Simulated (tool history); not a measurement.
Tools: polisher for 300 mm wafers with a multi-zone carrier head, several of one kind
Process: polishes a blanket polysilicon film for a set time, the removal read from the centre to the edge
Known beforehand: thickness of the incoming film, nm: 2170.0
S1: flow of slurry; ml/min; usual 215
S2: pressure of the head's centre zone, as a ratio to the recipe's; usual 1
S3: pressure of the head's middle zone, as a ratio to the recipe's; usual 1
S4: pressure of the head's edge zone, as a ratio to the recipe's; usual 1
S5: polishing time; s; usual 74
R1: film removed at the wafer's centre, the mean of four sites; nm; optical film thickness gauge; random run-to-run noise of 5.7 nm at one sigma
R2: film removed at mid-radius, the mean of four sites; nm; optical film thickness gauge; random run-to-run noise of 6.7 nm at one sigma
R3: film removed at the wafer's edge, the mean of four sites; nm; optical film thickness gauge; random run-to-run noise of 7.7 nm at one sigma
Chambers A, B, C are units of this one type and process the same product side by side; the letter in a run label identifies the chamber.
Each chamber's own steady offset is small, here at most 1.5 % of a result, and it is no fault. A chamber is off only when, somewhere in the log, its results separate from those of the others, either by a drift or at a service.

run,day,S1,S2,S3,S4,S5,R1,R2,R3
# day 0.021: chamber C: worn pad replaced by a new one
1C,0.25,215,1,1,1,74,548.41,541.92,553.13
2A,0.508,215,1,1,1,74,542.29,554.18,525.31
# day 0.642: chamber B: slurry nozzle cleaned
3B,0.871,215,1,1,1,74,549.82,549.87,544.26
# day 1.217: chamber C: slurry nozzle cleaned
4B,1.25,215,1,1,1,74,545.97,539.07,543.35
5C,1.512,215,1,1,1,74,542.2,542.69,557.35
6A,1.754,215,1,1,1,74,539.07,553.81,536.99
7C,1.933,145,1,1,1,74,513.88,523.26,529.08
8B,2.292,145,1,1,1,74,513.46,505.48,510.6
9A,2.625,145,1,1,1,74,507.3,500.71,517.1
10A,2.817,215,1,1,1,74,544,543.06,545.28
11B,3.008,215,1,1,1,74,546.66,547.1,547.68
12C,3.267,215,1,1,1,74,544.9,538.11,538.37
# day 3.421: chamber C: worn pad replaced by a new one
# day 3.512: chamber A: worn pad replaced by a new one
13C,3.667,215,1,1,1,74,552.03,544.07,549.06
14A,3.862,215,1,1,1,74,551.08,559.44,549.2
# day 3.933: chamber B: worn pad replaced by a new one
15B,4.171,215,1,1,1.11,51,378.21,381.18,395.09
16C,4.371,215,1,1,1.11,51,380.42,378.23,400.46
17A,4.738,215,1,1,1.11,51,374.42,374.49,401.78
18B,4.971,215,1,1,1,74,545.87,548.31,551.97
# day 5.125: chamber C: centre zone pressure recalibrated
19A,5.246,215,1,1,1,74,555.46,552.91,535.91
20B,5.596,215,1,1,1,74,557.95,538.54,542.27
21C,5.867,215,1,1,1,74,543.23,548.93,542.33
22B,6.062,215,1.11,1,1,74,612.77,543.28,548.94
# day 6.267: chamber C: worn pad replaced by a new one
23C,6.462,215,1.11,1,1,74,618.38,554.02,546.83
# day 6.475: chamber B: centre zone pressure recalibrated
24A,6.771,215,1.11,1,1,74,617.15,560.87,561.02
25A,7.125,215,1,1,1,74,540.4,546.8,520.71
# day 7.221: chamber A: centre zone pressure recalibrated
26B,7.5,215,1,1,1,74,610.15,550.17,552.73
27C,7.688,215,1,1,1,74,537.5,549.88,559.18
# day 7.921: chamber A: worn pad replaced by a new one
28C,8.012,215,1,1,1,74,542.49,562.02,533.05
29A,8.271,215,1,1,1,74,541.22,552.37,539.05
30B,8.512,215,1,1,1,74,617.91,552.9,562.91
31C,8.7,215,1,1,1,74,543.72,550.51,567.35
32B,9.046,215,1,1,1,74,620.91,553.55,548.86
# day 9.112: chamber C: worn pad replaced by a new one
# day 9.154: chamber B: worn pad replaced by a new one
33A,9.321,215,1,1,1,74,537.55,555.04,554.85
34A,9.529,215,1,1,1,74,537.37,553.26,544.57
35B,9.767,215,1,1,1,74,605.5,548.29,548.85
36C,10.125,215,1,1,1,74,546.74,543.78,544.48
37A,10.342,215,1,1,1,74,537.18,539.6,546.11
38B,10.675,215,1,1,1,74,616.9,541.83,549.35
39C,10.917,215,1,1,1,74,550.5,555.38,554.24
40B,11.167,215,1,1,1,74,621.9,541.33,542.01
41A,11.512,215,1,1,1,74,551.06,558.89,540.37
42C,11.696,215,1,1,1,74,546.5,547.19,543.64
43B,11.942,215,1,1,1,74,607.62,541.42,551.45
44A,12.171,215,1,1,1,74,545.73,549.54,542.92

Decide between three cases: one chamber stands off from its peers, the gauge reading all wafers drifts, or nothing is wrong past each chamber's small offset. Where a chamber is off, say which and what most likely put it there.

The work done on chamber B during a service left it standing apart from the others.
Cause: centre zone's pressure above its setpoint, % = 10.5.

Here are 4 candidates for chamber B's next run, each the usual settings with a change, their results left as question marks. Which one brings its results back in line with what the others give on the usual settings?
Maximum distance from the other chambers' mean on the usual settings for a result to count as in line: R1 20 nm; R2 24 nm; R3 27 nm
45B-1,12.467,220,1.09,0.97,0.98,75,?,?,?
45B-2,12.467,230,1.17,0.93,0.93,78,?,?,?
45B-3,12.467,205,0.83,1.07,1.05,71,?,?,?
45B-4,12.467,210,0.91,1.03,1.02,73,?,?,?

On the usual settings, the other chambers give on average: R1 544.61 nm; R2 551.58 nm; R3 544.61 nm
run,R1,R2,R3
45B-1,686.07,539.88,553.76
45B-2,774.49,543.14,563.57
45B-3,478.24,554.85,538.72
45B-4,545.72,552.39,547.21
The answer is 45B-4, which returns the chamber to within the allowed miss of the others.

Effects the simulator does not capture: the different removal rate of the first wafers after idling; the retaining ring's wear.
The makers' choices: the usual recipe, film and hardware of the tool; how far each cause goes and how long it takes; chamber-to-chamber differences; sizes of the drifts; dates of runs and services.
